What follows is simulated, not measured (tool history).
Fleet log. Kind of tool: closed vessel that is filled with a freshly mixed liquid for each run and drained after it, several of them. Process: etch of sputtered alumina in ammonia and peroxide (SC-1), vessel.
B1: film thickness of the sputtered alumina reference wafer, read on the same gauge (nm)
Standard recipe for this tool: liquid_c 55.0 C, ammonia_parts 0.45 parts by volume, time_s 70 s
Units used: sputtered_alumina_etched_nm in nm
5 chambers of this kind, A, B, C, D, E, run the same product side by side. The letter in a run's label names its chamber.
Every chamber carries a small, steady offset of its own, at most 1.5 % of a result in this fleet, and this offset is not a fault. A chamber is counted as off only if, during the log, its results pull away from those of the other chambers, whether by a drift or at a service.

Run 1A, hour 6.1: usual settings; B1 39.975. Result: sputtered_alumina_etched_nm 5.9998 nm.
Run 2D, hour 13.3: usual settings; B1 40.002. Result: sputtered_alumina_etched_nm 6.0748 nm.
Run 3E, hour 25.6: usual settings; B1 40.017. Result: sputtered_alumina_etched_nm 6.1360 nm.
Run 4C, hour 35.0: usual settings; B1 40.028. Result: sputtered_alumina_etched_nm 6.0222 nm.
Run 5B, hour 41.3: usual settings; B1 40.007. Result: sputtered_alumina_etched_nm 6.2081 nm.
Run 6D, hour 51.7: usual settings; B1 40.008. Result: sputtered_alumina_etched_nm 6.1963 nm.
Run 7A, hour 65.0: usual settings; B1 40.000. Result: sputtered_alumina_etched_nm 6.0017 nm.
Run 8C, hour 76.2: usual settings but time_s 80 s; B1 40.001. Result: sputtered_alumina_etched_nm 7.0139 nm.
Run 9E, hour 82.9: usual settings but time_s 80 s; B1 40.001. Result: sputtered_alumina_etched_nm 6.9619 nm.
At hour 85.6: chamber B: new drum of ammonia solution connected.
Run 10B, hour 90.6: usual settings but time_s 80 s; B1 39.998. Result: sputtered_alumina_etched_nm 6.9731 nm.
Run 11D, hour 98.9: usual settings but time_s 80 s; B1 39.992. Result: sputtered_alumina_etched_nm 6.9325 nm.
Run 12A, hour 104.8: usual settings but time_s 80 s; B1 39.997. Result: sputtered_alumina_etched_nm 6.9547 nm.
Run 13C, hour 117.6: usual settings but liquid_c 48.5 C, ammonia_parts 0.60 parts by volume; B1 40.010. Result: sputtered_alumina_etched_nm 4.3064 nm.
Run 14B, hour 126.5: usual settings but liquid_c 48.5 C, ammonia_parts 0.60 parts by volume; B1 40.005. Result: sputtered_alumina_etched_nm 4.3737 nm.
Run 15E, hour 138.5: usual settings but liquid_c 48.5 C, ammonia_parts 0.60 parts by volume; B1 39.993. Result: sputtered_alumina_etched_nm 4.3223 nm.
Run 16C, hour 149.6: usual settings but liquid_c 48.5 C, ammonia_parts 0.60 parts by volume; B1 39.990. Result: sputtered_alumina_etched_nm 4.3891 nm.
Run 17A, hour 160.9: usual settings but liquid_c 48.5 C, ammonia_parts 0.60 parts by volume; B1 39.990. Result: sputtered_alumina_etched_nm 4.3869 nm.
Run 18B, hour 168.6: usual settings; B1 39.997. Result: sputtered_alumina_etched_nm 6.1048 nm.
At hour 170.0: chamber E: ammonia flow meter replaced.
Run 19D, hour 174.9: usual settings; B1 39.991. Result: sputtered_alumina_etched_nm 6.0684 nm.
Run 20E, hour 181.9: usual settings but liquid_c 61.5 C; B1 40.006. Result: sputtered_alumina_etched_nm 8.5250 nm.
Run 21A, hour 189.3: usual settings but liquid_c 61.5 C; B1 40.003. Result: sputtered_alumina_etched_nm 8.4063 nm.
Run 22C, hour 197.8: usual settings but liquid_c 61.5 C; B1 39.991. Result: sputtered_alumina_etched_nm 8.1742 nm.
Run 23B, hour 208.0: usual settings but liquid_c 61.5 C; B1 39.995. Result: sputtered_alumina_etched_nm 8.4906 nm.
Run 24D, hour 215.1: usual settings but liquid_c 61.5 C; B1 39.977. Result: sputtered_alumina_etched_nm 8.4001 nm.
Run 25E, hour 223.5: usual settings but liquid_c 48.5 C, ammonia_parts 0.35 parts by volume; B1 39.961. Result: sputtered_alumina_etched_nm 4.1820 nm.
At hour 224.8: chamber D: new drum of ammonia solution connected.
Run 26D, hour 235.8: usual settings but liquid_c 48.5 C, ammonia_parts 0.35 parts by volume; B1 39.989. Result: sputtered_alumina_etched_nm 4.2151 nm.
Run 27E, hour 244.8: usual settings but liquid_c 48.5 C, ammonia_parts 0.35 parts by volume; B1 39.995. Result: sputtered_alumina_etched_nm 4.1463 nm.
Run 28C, hour 252.7: usual settings but liquid_c 48.5 C, ammonia_parts 0.35 parts by volume; B1 40.009. Result: sputtered_alumina_etched_nm 4.0632 nm.
At hour 256.2: chamber A: new drum of ammonia solution connected.
Run 29B, hour 261.7: usual settings but liquid_c 48.5 C, ammonia_parts 0.35 parts by volume; B1 39.998. Result: sputtered_alumina_etched_nm 4.1748 nm.
Run 30A, hour 268.2: usual settings; B1 40.005. Result: sputtered_alumina_etched_nm 6.0051 nm.
Run 31D, hour 280.9: usual settings; B1 40.003. Result: sputtered_alumina_etched_nm 6.1811 nm.
Run 32B, hour 290.1: usual settings; B1 39.988. Result: sputtered_alumina_etched_nm 6.1867 nm.
At hour 293.9: chamber B: ammonia flow meter replaced.
Run 33E, hour 296.1: usual settings; B1 39.988. Result: sputtered_alumina_etched_nm 6.1831 nm.
Run 34A, hour 305.3: usual settings; B1 40.004. Result: sputtered_alumina_etched_nm 6.0810 nm.
Run 35C, hour 313.7: usual settings; B1 40.019. Result: sputtered_alumina_etched_nm 5.9976 nm.
Run 36A, hour 323.3: usual settings; B1 39.996. Result: sputtered_alumina_etched_nm 6.1207 nm.
Run 37E, hour 334.5: usual settings but ammonia_parts 0.30 parts by volume, time_s 85 s; B1 40.019. Result: sputtered_alumina_etched_nm 7.2240 nm.
Run 38C, hour 342.2: usual settings but ammonia_parts 0.30 parts by volume, time_s 85 s; B1 39.999. Result: sputtered_alumina_etched_nm 6.9238 nm.
Run 39B, hour 353.0: usual settings but ammonia_parts 0.30 parts by volume, time_s 85 s; B1 39.965. Result: sputtered_alumina_etched_nm 7.1094 nm.
Run 40D, hour 362.2: usual settings but ammonia_parts 0.30 parts by volume, time_s 85 s; B1 40.006. Result: sputtered_alumina_etched_nm 7.1980 nm.
Run 41D, hour 368.1: usual settings but ammonia_parts 0.30 parts by volume, time_s 85 s; B1 40.010. Result: sputtered_alumina_etched_nm 7.1634 nm.
Run 42B, hour 376.9: usual settings; B1 40.034. Result: sputtered_alumina_etched_nm 6.1000 nm.

Predict what each chamber gives when all 5 of them run the settings below next.
Run 43A, hour 386.6: usual settings but time_s 50 s. Result: sputtered_alumina_etched_nm ?.
Run 43B, hour 386.6: usual settings but time_s 50 s. Result: sputtered_alumina_etched_nm ?.
Run 43C, hour 386.6: usual settings but time_s 50 s. Result: sputtered_alumina_etched_nm ?.
Run 43D, hour 386.6: usual settings but time_s 50 s. Result: sputtered_alumina_etched_nm ?.
Run 43E, hour 386.6: usual settings but time_s 50 s. Result: sputtered_alumina_etched_nm ?.

run  sputtered_alumina_etched_nm
43A                       4.2999
43B                       4.3063
43C                       4.2235
43D                       4.3704
43E                       4.2771
